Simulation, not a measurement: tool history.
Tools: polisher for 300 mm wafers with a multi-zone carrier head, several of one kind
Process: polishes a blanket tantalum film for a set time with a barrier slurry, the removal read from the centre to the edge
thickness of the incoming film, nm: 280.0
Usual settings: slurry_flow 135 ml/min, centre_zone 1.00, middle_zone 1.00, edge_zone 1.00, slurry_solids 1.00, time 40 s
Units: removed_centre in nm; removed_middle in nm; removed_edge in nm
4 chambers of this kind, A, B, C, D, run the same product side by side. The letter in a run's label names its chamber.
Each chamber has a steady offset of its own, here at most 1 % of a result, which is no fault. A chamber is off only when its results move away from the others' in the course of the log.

run 1D hour=6.5 | slurry_flow=135 centre_zone=1.00 middle_zone=1.00 edge_zone=1.00 slurry_solids=1.00 time=40 | removed_centre=98.629 removed_middle=97.413 removed_edge=97.396
run 2C hour=14.1 | slurry_flow=135 centre_zone=1.00 middle_zone=1.00 edge_zone=1.00 slurry_solids=1.00 time=40 | removed_centre=97.780 removed_middle=99.522 removed_edge=97.657
-- hour=17.1 chamber C: worn pad replaced by a new one
run 3A hour=20.0 | slurry_flow=135 centre_zone=1.00 middle_zone=1.00 edge_zone=1.00 slurry_solids=1.00 time=40 | removed_centre=97.602 removed_middle=98.040 removed_edge=96.569
-- hour=30.6 chamber A: worn pad replaced by a new one
run 4B hour=31.2 | slurry_flow=135 centre_zone=1.00 middle_zone=1.00 edge_zone=1.00 slurry_solids=1.00 time=40 | removed_centre=94.940 removed_middle=97.915 removed_edge=94.467
run 5B hour=40.3 | slurry_flow=135 centre_zone=1.00 middle_zone=1.00 edge_zone=1.00 slurry_solids=1.00 time=40 | removed_centre=97.060 removed_middle=96.658 removed_edge=98.493
run 6D hour=50.0 | slurry_flow=135 centre_zone=1.00 middle_zone=1.00 edge_zone=1.00 slurry_solids=1.00 time=40 | removed_centre=97.199 removed_middle=99.085 removed_edge=95.320
run 7C hour=57.9 | slurry_flow=170 centre_zone=0.95 middle_zone=1.00 edge_zone=1.00 slurry_solids=1.00 time=40 | removed_centre=97.499 removed_middle=100.390 removed_edge=102.320
-- hour=59.2 chamber B: worn pad replaced by a new one
run 8A hour=67.2 | slurry_flow=170 centre_zone=0.95 middle_zone=1.00 edge_zone=1.00 slurry_solids=1.00 time=40 | removed_centre=95.600 removed_middle=100.870 removed_edge=99.141
-- hour=69.5 chamber C: edge zone pressure recalibrated
run 9A hour=77.2 | slurry_flow=170 centre_zone=0.95 middle_zone=1.00 edge_zone=1.00 slurry_solids=1.00 time=40 | removed_centre=97.155 removed_middle=103.080 removed_edge=101.810
run 10B hour=87.8 | slurry_flow=170 centre_zone=0.95 middle_zone=1.00 edge_zone=1.00 slurry_solids=1.00 time=40 | removed_centre=96.638 removed_middle=104.620 removed_edge=98.960
run 11D hour=95.2 | slurry_flow=135 centre_zone=1.00 middle_zone=1.00 edge_zone=1.00 slurry_solids=1.00 time=40 | removed_centre=96.266 removed_middle=97.143 removed_edge=96.051
run 12C hour=102.4 | slurry_flow=135 centre_zone=1.00 middle_zone=1.00 edge_zone=1.00 slurry_solids=1.00 time=40 | removed_centre=97.464 removed_middle=95.726 removed_edge=95.704
-- hour=105.4 chamber A: worn pad replaced by a new one
run 13D hour=108.9 | slurry_flow=135 centre_zone=1.00 middle_zone=1.00 edge_zone=1.00 slurry_solids=1.00 time=40 | removed_centre=96.126 removed_middle=97.780 removed_edge=95.098
run 14C hour=114.1 | slurry_flow=135 centre_zone=0.89 middle_zone=0.89 edge_zone=1.00 slurry_solids=1.00 time=40 | removed_centre=85.247 removed_middle=86.499 removed_edge=96.802
-- hour=116.6 chamber C: worn pad replaced by a new one
run 15B hour=125.1 | slurry_flow=135 centre_zone=0.89 middle_zone=0.89 edge_zone=1.00 slurry_solids=1.00 time=40 | removed_centre=85.507 removed_middle=89.411 removed_edge=95.677
-- hour=128.7 chamber C: slurry nozzle cleaned
run 16A hour=134.1 | slurry_flow=135 centre_zone=0.89 middle_zone=0.89 edge_zone=1.00 slurry_solids=1.00 time=40 | removed_centre=86.384 removed_middle=87.323 removed_edge=98.004
run 17B hour=140.6 | slurry_flow=135 centre_zone=0.89 middle_zone=0.89 edge_zone=1.00 slurry_solids=1.00 time=40 | removed_centre=84.376 removed_middle=87.711 removed_edge=96.046
-- hour=146.9 chamber A: centre zone pressure recalibrated
run 18C hour=150.4 | slurry_flow=135 centre_zone=1.00 middle_zone=1.00 edge_zone=1.00 slurry_solids=1.00 time=40 | removed_centre=98.003 removed_middle=96.209 removed_edge=97.797
-- hour=155.5 chamber B: worn pad replaced by a new one
run 19A hour=161.3 | slurry_flow=135 centre_zone=1.00 middle_zone=1.04 edge_zone=1.00 slurry_solids=1.00 time=40 | removed_centre=96.665 removed_middle=101.030 removed_edge=99.366
run 20D hour=169.0 | slurry_flow=135 centre_zone=1.00 middle_zone=1.04 edge_zone=1.00 slurry_solids=1.00 time=40 | removed_centre=93.365 removed_middle=96.532 removed_edge=93.706
-- hour=169.2 chamber A: worn pad replaced by a new one
run 21A hour=176.4 | slurry_flow=135 centre_zone=1.00 middle_zone=1.04 edge_zone=1.00 slurry_solids=1.00 time=40 | removed_centre=97.951 removed_middle=100.850 removed_edge=97.305
run 22B hour=185.3 | slurry_flow=135 centre_zone=1.00 middle_zone=1.04 edge_zone=1.00 slurry_solids=1.00 time=40 | removed_centre=96.176 removed_middle=102.350 removed_edge=97.392
run 23C hour=193.4 | slurry_flow=135 centre_zone=1.00 middle_zone=1.00 edge_zone=1.00 slurry_solids=1.15 time=40 | removed_centre=102.580 removed_middle=102.300 removed_edge=100.700
-- hour=195.6 chamber C: worn pad replaced by a new one
run 24D hour=200.8 | slurry_flow=135 centre_zone=1.00 middle_zone=1.00 edge_zone=1.00 slurry_solids=1.15 time=40 | removed_centre=97.511 removed_middle=96.685 removed_edge=98.252
run 25B hour=206.2 | slurry_flow=135 centre_zone=1.00 middle_zone=1.00 edge_zone=1.00 slurry_solids=1.15 time=40 | removed_centre=101.030 removed_middle=101.520 removed_edge=101.220
run 26C hour=214.8 | slurry_flow=135 centre_zone=1.00 middle_zone=1.00 edge_zone=1.00 slurry_solids=1.15 time=40 | removed_centre=101.240 removed_middle=100.770 removed_edge=100.820
run 27D hour=226.4 | slurry_flow=135 centre_zone=1.00 middle_zone=1.00 edge_zone=1.00 slurry_solids=1.00 time=40 | removed_centre=92.541 removed_middle=93.929 removed_edge=92.689
-- hour=235.7 chamber B: worn pad replaced by a new one
run 28A hour=236.2 | slurry_flow=135 centre_zone=1.00 middle_zone=1.00 edge_zone=1.00 slurry_solids=1.00 time=40 | removed_centre=98.682 removed_middle=97.979 removed_edge=96.159
run 29C hour=244.7 | slurry_flow=155 centre_zone=1.00 middle_zone=1.00 edge_zone=1.00 slurry_solids=0.90 time=40 | removed_centre=98.644 removed_middle=97.091 removed_edge=95.928
-- hour=245.9 chamber A: worn pad replaced by a new one
run 30D hour=251.8 | slurry_flow=155 centre_zone=1.00 middle_zone=1.00 edge_zone=1.00 slurry_solids=0.90 time=40 | removed_centre=91.737 removed_middle=91.527 removed_edge=90.221
run 31A hour=257.5 | slurry_flow=155 centre_zone=1.00 middle_zone=1.00 edge_zone=1.00 slurry_solids=0.90 time=40 | removed_centre=97.921 removed_middle=97.239 removed_edge=95.480
run 32B hour=267.4 | slurry_flow=155 centre_zone=1.00 middle_zone=1.00 edge_zone=1.00 slurry_solids=0.90 time=40 | removed_centre=96.074 removed_middle=98.325 removed_edge=95.632
run 33A hour=274.0 | slurry_flow=135 centre_zone=1.00 middle_zone=1.00 edge_zone=1.00 slurry_solids=1.00 time=40 | removed_centre=95.494 removed_middle=96.907 removed_edge=97.256
run 34D hour=280.7 | slurry_flow=135 centre_zone=1.00 middle_zone=1.00 edge_zone=1.00 slurry_solids=1.00 time=40 | removed_centre=92.419 removed_middle=93.321 removed_edge=88.984
run 35B hour=287.2 | slurry_flow=135 centre_zone=1.00 middle_zone=1.00 edge_zone=1.00 slurry_solids=1.00 time=40 | removed_centre=96.879 removed_middle=99.171 removed_edge=98.540
-- hour=294.4 chamber C: worn pad replaced by a new one
run 36C hour=294.6 | slurry_flow=135 centre_zone=1.00 middle_zone=1.00 edge_zone=1.00 slurry_solids=1.00 time=40 | removed_centre=96.517 removed_middle=97.599 removed_edge=97.091
run 37C hour=303.4 | slurry_flow=135 centre_zone=1.00 middle_zone=1.00 edge_zone=1.00 slurry_solids=1.00 time=40 | removed_centre=98.662 removed_middle=99.174 removed_edge=95.868
-- hour=307.1 chamber A: slurry nozzle cleaned
-- hour=308.7 chamber A: worn pad replaced by a new one
run 38B hour=313.9 | slurry_flow=135 centre_zone=1.00 middle_zone=1.00 edge_zone=1.00 slurry_solids=1.00 time=40 | removed_centre=97.541 removed_middle=99.794 removed_edge=96.992
run 39A hour=319.3 | slurry_flow=135 centre_zone=1.00 middle_zone=1.00 edge_zone=1.08 slurry_solids=1.15 time=40 | removed_centre=100.510 removed_middle=101.700 removed_edge=107.420
run 40D hour=325.2 | slurry_flow=135 centre_zone=1.00 middle_zone=1.00 edge_zone=1.08 slurry_solids=1.15 time=40 | removed_centre=92.457 removed_middle=94.856 removed_edge=97.685

Is one chamber off against the others, does the gauge drift, or is nothing wrong? If a chamber is off, say which, and what the likeliest cause is.

Chamber D drifts away from the others.
Cause: removal rate lost through wear of the pad, % = 7.92.
The log may not tell that from: slurry flow missing at the pad, %.

Here are 4 candidates for chamber D's next run, each the usual settings with a change, their results left as question marks. Which one brings its results back in line with what the others give on the usual settings?
In line means no further than this from the other chambers' mean on the usual settings: removed_centre 3.400 nm; removed_middle 3.900 nm; removed_edge 4.200 nm
run 41D-1 hour=333.6 | slurry_flow=135 centre_zone=1.00 middle_zone=1.00 edge_zone=1.01 slurry_solids=1.00 time=43 | removed_centre=? removed_middle=? removed_edge=?
run 41D-2 hour=333.6 | slurry_flow=135 centre_zone=1.00 middle_zone=1.00 edge_zone=0.99 slurry_solids=1.00 time=37 | removed_centre=? removed_middle=? removed_edge=?
run 41D-3 hour=333.6 | slurry_flow=135 centre_zone=1.00 middle_zone=1.01 edge_zone=0.99 slurry_solids=0.95 time=35 | removed_centre=? removed_middle=? removed_edge=?
run 41D-4 hour=333.6 | slurry_flow=135 centre_zone=1.00 middle_zone=0.99 edge_zone=1.01 slurry_solids=1.05 time=45 | removed_centre=? removed_middle=? removed_edge=?

The other chambers' mean on the usual settings: removed_centre 97.215 nm; removed_middle 97.541 nm; removed_edge 97.101 nm
run=41D-1 removed_centre=97.096 removed_middle=97.416 removed_edge=97.031
run=41D-2 removed_centre=83.548 removed_middle=83.826 removed_edge=82.612
run=41D-3 removed_centre=77.892 removed_middle=78.852 removed_edge=77.003
run=41D-4 removed_centre=102.980 removed_middle=102.390 removed_edge=102.930
41D-1 brings the chamber back in line.

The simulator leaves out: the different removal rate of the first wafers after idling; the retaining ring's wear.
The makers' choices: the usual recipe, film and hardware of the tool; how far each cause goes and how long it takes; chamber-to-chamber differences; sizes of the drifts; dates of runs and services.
